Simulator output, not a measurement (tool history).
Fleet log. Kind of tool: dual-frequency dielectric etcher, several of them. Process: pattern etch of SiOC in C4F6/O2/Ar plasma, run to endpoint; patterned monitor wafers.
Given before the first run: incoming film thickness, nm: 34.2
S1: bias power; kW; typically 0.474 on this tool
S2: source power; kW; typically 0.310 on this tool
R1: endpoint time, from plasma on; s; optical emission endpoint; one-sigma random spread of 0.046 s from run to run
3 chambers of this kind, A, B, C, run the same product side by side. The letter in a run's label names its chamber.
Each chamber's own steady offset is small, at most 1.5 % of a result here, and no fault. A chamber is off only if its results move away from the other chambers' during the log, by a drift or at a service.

{"run": "1A", "day": 0.117, "S1": 0.474, "S2": 0.31, "R1": 12.836}
{"run": "2C", "day": 0.283, "S1": 0.474, "S2": 0.31, "R1": 13.103}
{"run": "3B", "day": 0.425, "S1": 0.474, "S2": 0.31, "R1": 13.001}
{"run": "4B", "day": 0.6, "S1": 0.474, "S2": 0.31, "R1": 13.101}
{"run": "5A", "day": 0.783, "S1": 0.474, "S2": 0.31, "R1": 12.974}
{"run": "6C", "day": 0.904, "S1": 0.474, "S2": 0.31, "R1": 13.023}
{"run": "7A", "day": 1.133, "S1": 0.474, "S2": 0.31, "R1": 12.892}
{"run": "8B", "day": 1.342, "S1": 0.474, "S2": 0.31, "R1": 13.017}
{"run": "9C", "day": 1.538, "S1": 0.474, "S2": 0.31, "R1": 13.056}
{"run": "10A", "day": 1.688, "S1": 0.474, "S2": 0.31, "R1": 12.727}
{"run": "11C", "day": 1.871, "S1": 0.474, "S2": 0.31, "R1": 13.041}
{"run": "12B", "day": 2.088, "S1": 0.474, "S2": 0.31, "R1": 13.019}
{"run": "13B", "day": 2.275, "S1": 0.474, "S2": 0.31, "R1": 13.064}
{"run": "14C", "day": 2.392, "S1": 0.474, "S2": 0.31, "R1": 13.104}
{"run": "15A", "day": 2.558, "S1": 0.474, "S2": 0.31, "R1": 12.896}
{"run": "16B", "day": 2.783, "S1": 0.474, "S2": 0.31, "R1": 13.075}
{"run": "17A", "day": 2.908, "S1": 0.474, "S2": 0.31, "R1": 12.933}
{"run": "18C", "day": 3.038, "S1": 0.474, "S2": 0.31, "R1": 13.061}
{"run": "19B", "day": 3.146, "S1": 0.474, "S2": 0.31, "R1": 13.016}
{"run": "20A", "day": 3.338, "S1": 0.575, "S2": 0.25, "R1": 12.933}
{"run": "21C", "day": 3.446, "S1": 0.575, "S2": 0.25, "R1": 13.12}
{"run": "22A", "day": 3.625, "S1": 0.575, "S2": 0.25, "R1": 12.894}
{"run": "23C", "day": 3.746, "S1": 0.474, "S2": 0.35, "R1": 12.584}
{"run": "24B", "day": 3.904, "S1": 0.474, "S2": 0.35, "R1": 12.5}

All 3 chambers run these settings next. Forecast each chamber's results:
{"run": "25A", "day": 4.071, "S1": 0.474, "S2": 0.31, "R1": "?"}
{"run": "25B", "day": 4.071, "S1": 0.474, "S2": 0.31, "R1": "?"}
{"run": "25C", "day": 4.071, "S1": 0.474, "S2": 0.31, "R1": "?"}

run=25A R1=12.886
run=25B R1=13.039
run=25C R1=13.107
